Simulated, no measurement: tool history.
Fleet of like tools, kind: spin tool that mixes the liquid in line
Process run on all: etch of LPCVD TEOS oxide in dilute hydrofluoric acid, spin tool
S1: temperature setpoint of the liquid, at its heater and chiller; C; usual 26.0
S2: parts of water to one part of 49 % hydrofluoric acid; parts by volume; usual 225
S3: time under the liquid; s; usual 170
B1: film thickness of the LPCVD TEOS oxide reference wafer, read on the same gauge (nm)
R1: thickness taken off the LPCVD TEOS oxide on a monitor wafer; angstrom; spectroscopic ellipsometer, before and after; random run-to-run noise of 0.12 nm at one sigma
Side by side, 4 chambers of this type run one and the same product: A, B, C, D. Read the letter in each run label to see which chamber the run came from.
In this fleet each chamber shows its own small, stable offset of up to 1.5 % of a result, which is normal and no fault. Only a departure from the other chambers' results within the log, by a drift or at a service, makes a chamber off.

Run 1A, hour 5.7: usual settings; B1 69.984. Result: R1 137.010 angstrom.
Run 2D, hour 15.4: usual settings; B1 70.011. Result: R1 138.460 angstrom.
Run 3B, hour 22.5: usual settings; B1 69.963. Result: R1 139.800 angstrom.
Run 4C, hour 28.9: usual settings; B1 69.985. Result: R1 139.530 angstrom.
Run 5B, hour 34.1: usual settings; B1 70.000. Result: R1 140.720 angstrom.
Run 6D, hour 44.9: usual settings but S2 300 parts by volume; B1 70.018. Result: R1 95.647 angstrom.
Run 7A, hour 53.2: usual settings but S2 300 parts by volume; B1 69.965. Result: R1 95.564 angstrom.
Run 8C, hour 63.2: usual settings but S2 300 parts by volume; B1 70.029. Result: R1 97.462 angstrom.
Run 9A, hour 72.0: usual settings but S2 300 parts by volume; B1 70.029. Result: R1 95.203 angstrom.
Run 10B, hour 79.1: usual settings; B1 69.991. Result: R1 139.350 angstrom.
Run 11C, hour 86.8: usual settings; B1 70.023. Result: R1 140.950 angstrom.
Run 12D, hour 95.3: usual settings; B1 69.978. Result: R1 139.390 angstrom.
Run 13A, hour 101.3: usual settings; B1 69.991. Result: R1 138.360 angstrom.
Run 14B, hour 111.9: usual settings; B1 70.001. Result: R1 142.700 angstrom.
Run 15D, hour 119.4: usual settings; B1 70.031. Result: R1 137.710 angstrom.
Run 16C, hour 126.6: usual settings; B1 69.979. Result: R1 140.170 angstrom.
Run 17C, hour 134.8: usual settings; B1 69.980. Result: R1 138.430 angstrom.
Run 18D, hour 141.2: usual settings; B1 70.034. Result: R1 137.580 angstrom.
Run 19A, hour 150.5: usual settings but S2 155 parts by volume, S3 135 s; B1 69.998. Result: R1 172.280 angstrom.
Run 20B, hour 157.6: usual settings but S2 155 parts by volume, S3 135 s; B1 70.005. Result: R1 175.440 angstrom.
Run 21D, hour 164.6: usual settings but S2 155 parts by volume, S3 135 s; B1 69.973. Result: R1 169.690 angstrom.
Run 22B, hour 171.2: usual settings but S2 155 parts by volume, S3 135 s; B1 70.018. Result: R1 176.410 angstrom.
Run 23C, hour 176.0: usual settings; B1 69.977. Result: R1 137.710 angstrom.
Run 24A, hour 184.5: usual settings; B1 69.971. Result: R1 139.620 angstrom.
At hour 189.7: chamber C: thermometer replaced.
Run 25B, hour 189.8: usual settings; B1 69.999. Result: R1 139.850 angstrom.
Run 26D, hour 199.2: usual settings; B1 70.017. Result: R1 133.280 angstrom.
Run 27C, hour 205.3: usual settings; B1 70.000. Result: R1 138.750 angstrom.
Run 28A, hour 213.6: usual settings; B1 70.019. Result: R1 137.660 angstrom.
Run 29C, hour 223.9: usual settings but S1 30.5 C, S3 110 s; B1 70.004. Result: R1 105.610 angstrom.
Run 30A, hour 230.6: usual settings but S1 30.5 C, S3 110 s; B1 69.956. Result: R1 104.680 angstrom.
Run 31D, hour 237.4: usual settings but S1 30.5 C, S3 110 s; B1 70.003. Result: R1 100.190 angstrom.
Run 32B, hour 248.1: usual settings but S1 30.5 C, S3 110 s; B1 70.011. Result: R1 106.300 angstrom.
Run 33D, hour 256.5: usual settings; B1 70.023. Result: R1 129.100 angstrom.
Run 34B, hour 261.3: usual settings but S2 165 parts by volume, S3 200 s; B1 69.977. Result: R1 240.940 angstrom.
Run 35C, hour 271.7: usual settings but S2 165 parts by volume, S3 200 s; B1 69.973. Result: R1 234.750 angstrom.
Run 36A, hour 277.7: usual settings but S2 165 parts by volume, S3 200 s; B1 70.031. Result: R1 234.020 angstrom.
Run 37C, hour 285.5: usual settings but S2 165 parts by volume, S3 200 s; B1 70.012. Result: R1 236.380 angstrom.
Run 38A, hour 291.6: usual settings; B1 69.971. Result: R1 138.610 angstrom.
Run 39B, hour 301.1: usual settings; B1 70.055. Result: R1 142.190 angstrom.
Run 40D, hour 310.5: usual settings; B1 70.031. Result: R1 124.950 angstrom.
Run 41A, hour 318.7: usual settings; B1 69.961. Result: R1 136.890 angstrom.
Run 42B, hour 327.8: usual settings; B1 69.963. Result: R1 142.840 angstrom.
Run 43D, hour 337.8: usual settings; B1 69.989. Result: R1 122.560 angstrom.

All 4 chambers run these settings next. Forecast each chamber's results:
Run 44A, hour 345.5: usual settings but S1 24.5 C. Result: R1 ?.
Run 44B, hour 345.5: usual settings but S1 24.5 C. Result: R1 ?.
Run 44C, hour 345.5: usual settings but S1 24.5 C. Result: R1 ?.
Run 44D, hour 345.5: usual settings but S1 24.5 C. Result: R1 ?.

run       R1
44A  131.310
44B  134.600
44C  130.140
44D  114.490

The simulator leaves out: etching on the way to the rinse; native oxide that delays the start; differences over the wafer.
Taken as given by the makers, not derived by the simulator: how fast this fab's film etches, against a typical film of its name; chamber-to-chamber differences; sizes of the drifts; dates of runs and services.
